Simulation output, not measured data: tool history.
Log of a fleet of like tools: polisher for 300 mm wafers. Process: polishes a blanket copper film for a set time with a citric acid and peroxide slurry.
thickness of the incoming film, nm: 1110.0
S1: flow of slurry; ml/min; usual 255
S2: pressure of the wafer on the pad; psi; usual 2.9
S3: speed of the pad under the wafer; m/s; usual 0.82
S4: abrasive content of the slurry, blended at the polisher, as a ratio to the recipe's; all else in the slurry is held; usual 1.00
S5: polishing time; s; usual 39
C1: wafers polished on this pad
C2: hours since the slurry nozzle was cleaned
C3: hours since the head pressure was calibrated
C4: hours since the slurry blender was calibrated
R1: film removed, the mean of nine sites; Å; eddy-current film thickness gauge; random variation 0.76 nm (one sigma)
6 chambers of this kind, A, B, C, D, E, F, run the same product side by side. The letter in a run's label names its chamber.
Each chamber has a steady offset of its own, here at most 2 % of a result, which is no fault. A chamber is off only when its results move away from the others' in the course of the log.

run     day   S1   S2    S3    S4  S5    C1     C2      C3     C4      R1
      0.042  -- chamber C: slurry nozzle cleaned
 1A   0.629  255  2.9  0.82  1.00  39  1064  186.4  1032.0  313.4  778.15
      0.871  -- chamber A: worn pad replaced by a new one
 2B   1.175  255  2.9  0.82  1.00  39   285  284.1   980.5  105.1  798.33
      1.550  -- chamber C: worn pad replaced by a new one
 3E   1.721  255  2.9  0.82  1.00  39   494  268.9   232.9  259.1  793.99
 4C   2.138  255  2.9  0.82  1.00  39    95   50.4   329.5   57.4  811.13
 5F   2.621  255  2.9  0.82  0.85  39   520  218.7   322.4  366.7  771.95
      2.946  -- chamber F: slurry blender recalibrated
      3.029  -- chamber D: worn pad replaced by a new one
 6D   3.062  255  2.9  0.82  0.85  39     5  139.2   997.3  155.0  783.40
 7C   3.350  255  2.9  0.82  0.85  39   291   79.5   358.6   86.5  778.60
      3.488  -- chamber A: head pressure recalibrated
 8F   4.012  255  2.9  0.82  0.85  39   745  252.1   355.8   25.7  764.76
 9E   4.596  255  2.9  0.82  0.85  39   959  337.9   301.9  328.1  760.92
      4.638  -- chamber D: slurry blender recalibrated
      4.642  -- chamber E: worn pad replaced by a new one
      4.912  -- chamber E: slurry blender recalibrated
10A   5.117  255  2.9  0.82  0.85  39   686  294.1    39.2  421.1  757.13
      5.383  -- chamber C: slurry blender recalibrated
      5.583  -- chamber C: worn pad replaced by a new one
11B   5.671  255  2.9  0.82  1.00  39  1012  392.0  1088.4  213.0  792.57
      5.788  -- chamber A: slurry blender recalibrated
12D   6.188  255  2.9  0.82  1.00  39   510  214.2  1072.3   37.3  809.24
13B   6.596  255  2.9  0.82  1.00  39  1162  414.2  1110.6  235.2  809.22
14E   6.921  255  2.9  0.82  1.00  39   368  393.7   357.7   48.2  762.97
      7.308  -- chamber B: worn pad replaced by a new one
15F   7.512  255  2.9  0.82  0.70  39  1311  336.1   439.8  109.7  735.56
      7.762  -- chamber A: worn pad replaced by a new one
      7.954  -- chamber B: slurry nozzle cleaned
16A   8.033  255  2.9  0.82  0.70  39    44  364.1   109.2   53.9  736.43
      8.204  -- chamber F: worn pad replaced by a new one
      8.350  -- chamber D: worn pad replaced by a new one
17C   8.471  255  2.9  0.82  0.70  39   466  202.4   481.5   74.1  751.82
18D   9.054  255  2.9  0.82  0.70  39   114  283.0  1141.1  106.1  756.29
19C   9.592  255  2.9  0.82  0.70  39   648  229.3   508.4  101.0  738.17
      9.825  -- chamber C: worn pad replaced by a new one
20F  10.246  255  2.9  0.82  0.70  39   330  401.7   505.4  175.3  736.11
     10.488  -- chamber F: head pressure recalibrated
21B  10.558  255  2.9  0.82  1.00  39   526   62.6  1205.7  330.3  805.48
22E  10.975  255  2.9  0.82  1.00  39  1024  491.0   455.0  145.5  751.30
     11.333  -- chamber E: worn pad replaced by a new one
23D  11.354  255  2.9  0.82  1.00  39   486  338.2  1196.3  161.3  799.31
     11.433  -- chamber C: slurry blender recalibrated
24A  11.962  255  2.9  0.82  1.00  39   679  458.4   203.5  148.2  771.96
25B  12.542  255  2.9  0.82  1.00  39   846  110.2  1253.3  377.9  805.99
26D  12.971  255  2.9  0.82  1.00  39   747  377.0  1235.1  200.1  813.48
     12.979  -- chamber D: slurry blender recalibrated
     13.350  -- chamber E: slurry nozzle cleaned
27E  13.583  255  2.9  0.82  1.00  39   364    5.7   517.6  208.1  733.19
     13.746  -- chamber C: worn pad replaced by a new one
28F  13.908  255  2.9  0.82  1.00  45   922  489.6    82.2  263.2  938.70
     14.071  -- chamber D: slurry nozzle cleaned
29C  14.467  255  2.9  0.82  1.00  45   117  346.3   625.4   72.9  946.72
30A  14.888  255  2.9  0.82  1.00  45  1152  528.6   273.7  218.4  914.34
     14.896  -- chamber D: worn pad replaced by a new one
     14.996  -- chamber A: worn pad replaced by a new one
31D  15.204  255  2.9  0.82  1.00  45    50   27.3  1288.7   53.4  938.71
32F  15.729  255  2.9  0.82  1.00  45  1216  533.3   125.9  306.9  905.87
     16.033  -- chamber B: slurry blender recalibrated
33B  16.050  255  2.9  0.82  1.00  45  1413  194.4  1337.5    0.5  920.43
34A  16.688  255  2.9  0.82  1.00  39   273  571.8   316.9  261.6  770.15
35E  17.062  255  2.9  0.82  1.00  39   926   89.2   601.1  291.6  717.78
     17.692  -- chamber C: slurry blender recalibrated
36C  17.717  255  2.9  0.82  1.00  39   642  424.3   703.4    0.7  792.67

What goes on in this fleet: one chamber off, a drifting gauge, or nothing beyond the chambers' own small offsets? Name the chamber and the cause, if any.

Chamber E drifts away from the others.
Cause: head's pressure below its setpoint, % = 11.8.

Here are 4 candidates for chamber E's next run, each the usual settings with a change, their results left as question marks. Which one brings its results back in line with what the others give on the usual settings?
In line means no further than this from the other chambers' mean on the usual settings: R1 27.00 Å
37E-1  18.192  255  2.9  0.94  1.00  46                   ?
37E-2  18.192  260  3.3  0.82  1.00  39                   ?
37E-3  18.192  255  2.9  0.60  1.00  39                   ?
37E-4  18.192  255  2.8  0.78  1.00  37                   ?

The other chambers' mean on the usual settings: R1 797.23 Å
  run      R1
37E-1  943.27
37E-2  795.18
37E-3  515.43
37E-4  610.55
37E-2 brings the chamber back in line.
